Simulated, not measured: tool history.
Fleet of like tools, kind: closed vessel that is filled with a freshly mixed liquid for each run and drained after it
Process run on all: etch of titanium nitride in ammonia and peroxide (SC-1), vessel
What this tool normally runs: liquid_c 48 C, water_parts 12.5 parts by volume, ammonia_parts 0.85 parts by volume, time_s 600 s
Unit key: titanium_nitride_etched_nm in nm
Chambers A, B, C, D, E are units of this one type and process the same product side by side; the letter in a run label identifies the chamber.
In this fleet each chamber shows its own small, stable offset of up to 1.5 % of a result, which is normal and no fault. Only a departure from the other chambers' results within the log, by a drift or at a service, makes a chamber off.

run   hour  liquid_c  water_parts  ammonia_parts  time_s  read-back film thickness of the titanium nitride reference wafer, read on the same gauge (nm)  titanium_nitride_etched_nm
       1.7  -- chamber D: ammonia flow meter replaced
 1A    2.4        48         12.5           0.85     600                                                                                         130.01                       49.02
 2C    5.2        48         12.5           0.85     600                                                                                         130.03                      48.859
         8  -- chamber C: thermometer replaced
 3E    8.1        48         12.5           0.85     600                                                                                         130.04                      49.045
 4D   11.9        48         12.5           0.85     600                                                                                         130.01                      48.255
 5B   15.3        48         12.5           0.85     600                                                                                         129.97                      47.849
 6E   18.2        48         12.5            0.5     600                                                                                         129.97                      44.783
 7D   21.1        48         12.5            0.5     600                                                                                         130.02                      44.264
 8B     24        48         12.5            0.5     600                                                                                            130                      43.908
 9A   28.2        48         12.5            0.5     600                                                                                         130.02                       44.86
10C   32.2        48         12.5            0.5     600                                                                                         129.99                      44.342
11A   35.7        48         12.5           0.85     600                                                                                         129.99                      47.882
12D   37.8        48         12.5           0.85     600                                                                                         130.01                      48.758
13B     41        48         12.5           0.85     600                                                                                         130.03                      47.746
14E   43.2        48         12.5           0.85     600                                                                                         130.05                        48.8
15C   45.4        48         12.5           0.85     600                                                                                         129.99                      48.622
16A   48.2        48         12.5           0.85     600                                                                                         129.98                      49.292
17D   51.1        48         12.5           0.85     600                                                                                            130                      47.744
18B   53.8        48         12.5           0.85     770                                                                                         129.96                      61.838
19C   55.8        48         12.5           0.85     770                                                                                         129.98                      62.423
      56.6  -- chamber E: new drum of ammonia solution connected
20E   59.3        48         12.5           0.85     770                                                                                         129.99                      63.917
21D   61.3        48         12.5           0.85     770                                                                                            130                      61.119
22A     64        48         12.5           0.85     770                                                                                         130.03                       62.33
23E   67.7        48         12.5           0.85     600                                                                                         130.01                      49.512
24B   71.1        48         12.5           0.85     600                                                                                            130                      47.723
25C   74.3        48         12.5           0.85     600                                                                                            130                      48.633
26D   78.7        48         12.5            0.6     600                                                                                            130                      44.298
27A   81.6        48         12.5            0.6     600                                                                                         129.98                       46.61
28C   84.7        48         12.5            0.6     600                                                                                            130                      46.008
29B   86.7        48         12.5            0.6     600                                                                                         130.01                      45.316
30E   88.7        48         12.5            0.6     600                                                                                         130.02                      46.254
31A     92        48         12.5           0.85     600                                                                                         130.04                      48.429
32B   94.2        48         12.5           0.85     600                                                                                         129.97                      48.196
33C   97.6        48         12.5           0.85     600                                                                                         130.02                       48.08
34D    102        48         12.5           0.85     600                                                                                         130.01                       46.39
35E  105.5        48         12.5           0.85     600                                                                                         129.97                      49.531
36B  107.6        48         12.5           0.85     825                                                                                         130.01                      65.829
37E  110.5        48         12.5           0.85     825                                                                                         129.99                      67.208
     112.7  -- chamber A: thermometer replaced
38C  113.4        48         12.5           0.85     825                                                                                         130.05                      66.847
39D  116.1        48         12.5           0.85     825                                                                                         129.99                      63.404
40A  118.9        48         12.5           0.85     825                                                                                         130.04                      66.829
41A  122.7        48         12.5           0.85     600                                                                                         129.98                      48.476
42C  125.1        48         12.5           0.85     600                                                                                         129.93                      48.725
43D  129.1        48         12.5           0.85     600                                                                                         130.02                      45.515

Is one chamber out of step, is the gauge drifting, or do the chambers differ by no more than their own small offsets? For an off chamber, give its letter and the likeliest cause.

It is chamber D that slowly wanders off from its peers.
Cause: liquid colder than its thermometer reads (K) = 1.11.

Here are 4 candidates for chamber D's next run, each the usual settings with a change, their results left as question marks. Which one brings its results back in line with what the others give on the usual settings?
A result is in line if it is within this distance of the other chambers' mean on the usual settings: titanium_nitride_etched_nm 1.2 nm
44D-1  132.3        47         12.5           0.85     600                                                                                                                          ?
44D-2  132.3        48         11.5           0.85     600                                                                                                                          ?
44D-3  132.3        48         12.5           0.85     585                                                                                                                          ?
44D-4  132.3      48.5         12.5           0.85     625                                                                                                                          ?

Average result of the remaining chambers running the usual settings: titanium_nitride_etched_nm 48.632 nm
  run  titanium_nitride_etched_nm
44D-1                      41.856
44D-2                      46.868
44D-3                      43.761
44D-4                      48.406
With 44D-4, the chamber falls back in line with the rest.
